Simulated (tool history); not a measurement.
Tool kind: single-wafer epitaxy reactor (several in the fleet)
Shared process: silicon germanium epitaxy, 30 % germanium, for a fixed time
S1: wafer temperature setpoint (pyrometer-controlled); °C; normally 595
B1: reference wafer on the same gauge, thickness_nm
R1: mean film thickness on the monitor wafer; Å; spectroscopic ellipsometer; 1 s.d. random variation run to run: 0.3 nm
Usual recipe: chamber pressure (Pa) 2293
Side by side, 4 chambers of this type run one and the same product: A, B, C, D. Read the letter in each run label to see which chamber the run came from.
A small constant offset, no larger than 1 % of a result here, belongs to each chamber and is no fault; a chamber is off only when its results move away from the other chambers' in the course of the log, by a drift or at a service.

Run 1D, day 0.354: usual settings; B1 50.81. Result: R1 504.97 Å.
Run 2B, day 0.575: usual settings; B1 50.827. Result: R1 507.91 Å.
Run 3A, day 0.85: usual settings; B1 50.834. Result: R1 507.59 Å.
Run 4C, day 1.167: usual settings; B1 50.815. Result: R1 513.7 Å.
Run 5C, day 1.442: usual settings; B1 50.735. Result: R1 506.75 Å.
Run 6D, day 1.667: usual settings; B1 50.745. Result: R1 507.63 Å.
Run 7A, day 2.025: usual settings; B1 50.771. Result: R1 510.34 Å.
Run 8B, day 2.242: usual settings but S1 603 °C, chamber pressure (Pa) 1907; B1 50.817. Result: R1 534.5 Å.
Run 9C, day 2.596: usual settings but S1 603 °C, chamber pressure (Pa) 1907; B1 50.734. Result: R1 544.7 Å.
Run 10A, day 2.921: usual settings but S1 603 °C, chamber pressure (Pa) 1907; B1 50.848. Result: R1 547.64 Å.
Run 11B, day 3.238: usual settings but S1 603 °C, chamber pressure (Pa) 1907; B1 50.726. Result: R1 545.81 Å.
Run 12D, day 3.467: usual settings; B1 50.756. Result: R1 506.72 Å.
Run 13A, day 3.629: usual settings; B1 50.758. Result: R1 509.49 Å.
Run 14C, day 3.817: usual settings; B1 50.796. Result: R1 502.17 Å.
Run 15D, day 4.167: usual settings; B1 50.82. Result: R1 505.87 Å.
Run 16B, day 4.421: usual settings; B1 50.744. Result: R1 501.18 Å.
Run 17D, day 4.633: usual settings but S1 603 °C, chamber pressure (Pa) 1733; B1 50.753. Result: R1 527.95 Å.
Run 18A, day 4.988: usual settings but S1 603 °C, chamber pressure (Pa) 1733; B1 50.798. Result: R1 526.81 Å.
Run 19B, day 5.175: usual settings but S1 603 °C, chamber pressure (Pa) 1733; B1 50.732. Result: R1 520.74 Å.
At day 5.429: chamber D: capacitance manometer re-zeroed and calibrated.
Run 20C, day 5.479: usual settings but S1 603 °C, chamber pressure (Pa) 1733; B1 50.767. Result: R1 525.19 Å.
Run 21A, day 5.808: usual settings; B1 50.745. Result: R1 506.05 Å.
Run 22C, day 6.079: usual settings; B1 50.827. Result: R1 507.19 Å.
Run 23B, day 6.304: usual settings; B1 50.865. Result: R1 507.82 Å.
Run 24D, day 6.638: usual settings; B1 50.788. Result: R1 503.96 Å.
Run 25C, day 6.983: usual settings; B1 50.725. Result: R1 505.34 Å.
Run 26A, day 7.175: usual settings; B1 50.708. Result: R1 508.62 Å.
Run 27D, day 7.425: usual settings; B1 50.845. Result: R1 502.45 Å.
Run 28B, day 7.667: usual settings but S1 584 °C, chamber pressure (Pa) 1800; B1 50.762. Result: R1 368.77 Å.
Run 29A, day 7.908: usual settings but S1 584 °C, chamber pressure (Pa) 1800; B1 50.771. Result: R1 375.87 Å.
Run 30B, day 8.1: usual settings but S1 584 °C, chamber pressure (Pa) 1800; B1 50.813. Result: R1 370.03 Å.
Run 31D, day 8.379: usual settings but S1 584 °C, chamber pressure (Pa) 1800; B1 50.726. Result: R1 374.91 Å.
Run 32C, day 8.738: usual settings but S1 587 °C; B1 50.759. Result: R1 433.56 Å.
Run 33B, day 9.071: usual settings but S1 587 °C; B1 50.778. Result: R1 425.03 Å.
Run 34A, day 9.404: usual settings but S1 587 °C; B1 50.818. Result: R1 435.41 Å.
Run 35C, day 9.662: usual settings but S1 587 °C; B1 50.796. Result: R1 434.56 Å.
Run 36D, day 9.879: usual settings but S1 587 °C, chamber pressure (Pa) 1947; B1 50.809. Result: R1 407.36 Å.
Run 37A, day 10.192: usual settings but S1 587 °C, chamber pressure (Pa) 1947; B1 50.782. Result: R1 409.33 Å.

All 4 chambers run these settings next. Forecast each chamber's results:
Run 38A, day 10.45: usual settings but chamber pressure (Pa) 2840. Result: R1 ?.
Run 38B, day 10.45: usual settings but chamber pressure (Pa) 2840. Result: R1 ?.
Run 38C, day 10.45: usual settings but chamber pressure (Pa) 2840. Result: R1 ?.
Run 38D, day 10.45: usual settings but chamber pressure (Pa) 2840. Result: R1 ?.

run      R1
38A  550.39
38B  544.29
38C  557.76
38D  558.01

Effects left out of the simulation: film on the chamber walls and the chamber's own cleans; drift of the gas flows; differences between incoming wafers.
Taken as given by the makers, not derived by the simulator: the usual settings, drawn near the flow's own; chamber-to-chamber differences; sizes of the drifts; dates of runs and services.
